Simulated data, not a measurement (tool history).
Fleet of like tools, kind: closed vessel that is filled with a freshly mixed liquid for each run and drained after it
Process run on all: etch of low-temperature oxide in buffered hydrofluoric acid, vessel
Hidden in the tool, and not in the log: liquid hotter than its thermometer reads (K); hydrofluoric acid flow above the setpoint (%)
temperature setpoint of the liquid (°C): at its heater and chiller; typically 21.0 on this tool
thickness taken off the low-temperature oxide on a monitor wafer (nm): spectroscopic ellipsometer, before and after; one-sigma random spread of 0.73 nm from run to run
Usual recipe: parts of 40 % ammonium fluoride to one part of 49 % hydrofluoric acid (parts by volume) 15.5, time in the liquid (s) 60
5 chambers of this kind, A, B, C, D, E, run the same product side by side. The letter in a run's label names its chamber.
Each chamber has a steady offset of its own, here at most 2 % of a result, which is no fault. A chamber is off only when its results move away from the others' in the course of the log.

run,hour,temperature setpoint of the liquid (°C),parts of 40 % ammonium fluoride to one part of 49 % hydrofluoric acid (parts by volume),time in the liquid (s),hours since the thermometer was replaced,hours since the hydrofluoric acid flow meter was replaced,"read-back film thickness of the low-temperature oxide reference wafer, read on the same gauge (nm)",thickness taken off the low-temperature oxide on a monitor wafer (nm)
1E,4.6,21.0,15.5,60,80.7,567.0,59.988,76.777
2C,8.9,21.0,15.5,60,1290.8,805.5,59.997,79.916
3A,15.7,21.0,15.5,60,181.6,438.2,60.028,78.208
4D,19.8,21.0,15.5,60,2384.5,66.3,59.992,80.527
5B,24.0,21.0,15.5,60,1447.8,1610.1,60.012,79.131
6C,30.3,21.0,15.5,60,1312.2,826.9,59.999,81.140
7E,34.7,21.0,15.5,60,110.8,597.1,60.021,77.723
8B,40.4,21.0,15.5,60,1464.2,1626.5,60.000,80.400
9D,43.9,21.0,15.5,60,2408.6,90.4,60.016,80.712
10A,47.8,21.0,15.5,60,213.7,470.3,59.982,78.913
11C,51.9,21.0,15.5,60,1333.8,848.5,59.993,80.635
12E,57.8,21.0,15.5,60,133.9,620.2,59.979,80.300
13D,61.7,21.0,15.5,60,2426.4,108.2,59.983,79.837
14B,65.5,21.0,15.5,60,1489.3,1651.6,60.018,82.367
15A,71.4,22.5,10.0,60,237.3,493.9,60.021,130.460
# hour 72.7: chamber C: thermometer replaced
16C,78.5,22.5,10.0,60,5.9,875.1,59.995,133.260
17B,82.5,22.5,10.0,60,1506.3,1668.6,60.005,135.460
18D,87.8,22.5,10.0,60,2452.5,134.3,59.995,132.780
19A,91.6,22.5,10.0,60,257.5,514.1,59.988,131.080
20E,97.2,21.0,15.5,60,173.3,659.6,60.010,78.799
21C,102.5,21.0,15.5,80,29.9,899.1,60.013,106.790
22A,105.7,21.0,15.5,80,271.6,528.2,59.989,104.150
23E,109.4,21.0,15.5,80,185.5,671.8,59.997,103.990
24D,116.2,21.0,15.5,80,2480.9,162.7,59.997,105.380
25B,120.3,21.0,15.5,80,1544.1,1706.4,60.007,111.990
26D,123.7,21.0,15.5,60,2488.4,170.2,60.018,79.661
27B,127.7,21.0,15.5,60,1551.5,1713.8,60.006,83.781
28E,133.5,21.0,15.5,60,209.6,695.9,59.990,79.035
29A,137.5,21.0,12.0,60,303.4,560.0,60.000,102.030
30C,142.9,21.0,12.0,60,70.3,939.5,60.020,103.080
31C,148.7,21.0,12.0,60,76.1,945.3,60.002,104.110
32A,152.2,21.0,12.0,60,318.1,574.7,59.991,99.516
33E,157.9,21.0,12.0,60,234.0,720.3,59.983,102.800

Which is it: a chamber that has drifted or been left off by a service, a gauge drift common to all chambers, or only each chamber's usual small offset? If a chamber is off, name it and its likeliest cause.

Little by little, chamber B moves away from the other chambers.
Likeliest cause: liquid hotter than its thermometer reads (K) = 1.64.
From this log alone, it may not be told apart from: hydrofluoric acid flow above the setpoint (%).

Below are 4 candidate recipes for chamber B's next run, each the usual settings with a change, their results shown as question marks. Which of them brings B's results back in line with what the other chambers give on the usual settings?
Counts as in line when no further than this from what the other chambers average on the usual settings: thickness taken off the low-temperature oxide on a monitor wafer (nm) 2.600
34B-1,163.1,21.0,15.5,55,,,,?
34B-2,163.1,20.5,15.5,60,,,,?
34B-3,163.1,21.5,15.5,60,,,,?
34B-4,163.1,21.0,14.0,60,,,,?

What the other chambers average on the usual settings: thickness taken off the low-temperature oxide on a monitor wafer (nm) 79.515
run,thickness taken off the low-temperature oxide on a monitor wafer (nm)
34B-1,79.680
34B-2,84.557
34B-3,89.299
34B-4,96.078
It is 34B-1 that realigns the chamber with its peers.
